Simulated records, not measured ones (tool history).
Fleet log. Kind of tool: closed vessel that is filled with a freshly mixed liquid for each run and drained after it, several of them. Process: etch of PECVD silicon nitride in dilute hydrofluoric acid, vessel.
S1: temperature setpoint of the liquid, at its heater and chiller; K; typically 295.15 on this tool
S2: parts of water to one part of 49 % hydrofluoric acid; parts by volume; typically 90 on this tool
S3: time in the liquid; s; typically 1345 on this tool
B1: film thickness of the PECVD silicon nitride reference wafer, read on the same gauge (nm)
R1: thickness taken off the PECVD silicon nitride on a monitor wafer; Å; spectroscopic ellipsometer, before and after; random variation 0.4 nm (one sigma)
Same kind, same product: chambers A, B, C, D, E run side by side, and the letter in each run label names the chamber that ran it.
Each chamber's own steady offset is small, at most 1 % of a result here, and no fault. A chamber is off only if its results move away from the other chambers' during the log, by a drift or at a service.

run	day	S1	S2	S3	B1	R1
1C	0.333	295.15	90	1345	140.02	421.39
2A	0.617	295.15	90	1345	139.98	420.58
3D	1.033	295.15	90	1345	140.00	413.67
4E	1.288	295.15	90	1345	140.00	425.37
5B	1.546	295.15	90	1345	140.03	436.25
6B	1.817	295.15	90	1345	140.03	428.15
7E	2.254	295.15	90	1345	139.98	428.52
8D	2.833	295.15	125	1045	139.99	238.16
9A	3.267	295.15	125	1045	139.97	238.58
10C	3.746	295.15	125	1045	140.00	235.65
11C	4.038	295.15	125	1045	140.01	235.81
12E	4.454	295.15	125	1045	140.01	238.37
# day 4.542: chamber B: thermometer replaced
13A	4.912	295.15	90	1345	139.99	424.85
14B	5.346	295.15	90	1345	140.02	428.34
15D	5.612	295.15	90	1345	140.00	425.25
16B	6.050	295.15	90	1345	139.98	424.87
# day 6.329: chamber E: thermometer replaced
17A	6.421	299.15	90	1345	139.99	547.12
18D	7.000	299.15	90	1345	139.98	550.13
19E	7.450	299.15	90	1345	140.02	560.85
20C	7.988	299.15	90	1345	140.00	549.12
21C	8.312	299.15	90	1345	139.99	558.37
22B	8.829	295.15	105	1345	140.02	366.50
23D	9.271	295.15	105	1345	140.01	365.30
24E	9.604	295.15	105	1345	140.02	385.21
25A	9.892	295.15	105	1345	139.98	359.39
26C	10.167	295.15	105	1345	140.02	360.43
27B	10.567	295.15	90	1345	140.03	428.14
28A	10.838	295.15	90	1345	140.03	433.01
29D	11.096	295.15	90	1345	139.99	419.66
30E	11.542	295.15	90	1345	140.00	442.80
# day 11.683: chamber A: thermometer replaced
31D	11.925	295.15	90	1345	140.03	415.48
32B	12.342	295.15	90	1345	140.00	423.63
33E	12.646	295.15	90	1345	139.99	461.17
34C	12.942	295.15	90	1345	139.99	426.67
35A	13.479	295.15	90	1345	139.98	424.33
36C	13.871	295.15	90	1345	140.00	425.29
37B	14.325	295.15	90	1345	139.97	424.30
38E	14.771	295.15	90	1345	139.97	463.50
39D	15.262	295.15	90	1345	139.99	423.42
40A	15.821	295.15	90	1345	140.02	422.71

Does one chamber stand apart from the rest, does the shared gauge drift, or is all well apart from small per-chamber offsets? Give the chamber and the most likely cause, where there is one.

Little by little, chamber E moves away from the other chambers.
What lies behind it: hydrofluoric acid flow above the setpoint (%) = 11.8.

Below are 4 candidate recipes for chamber E's next run, each the usual settings with a change, their results shown as question marks. Which of them brings E's results back in line with what the other chambers give on the usual settings?
In-line tolerance around the mean of the other chambers on the usual settings: R1 14.00 Å
41E-1	16.242	295.15	95	1275		?
41E-2	16.242	295.65	85	1455		?
41E-3	16.242	294.65	95	1235		?
41E-4	16.242	296.65	90	1345		?

The mean the other chambers reach with the usual settings: R1 424.80 Å
run	R1
41E-1	423.38
41E-2	557.10
41E-3	396.48
41E-4	520.58
It is 41E-1 that realigns the chamber with its peers.
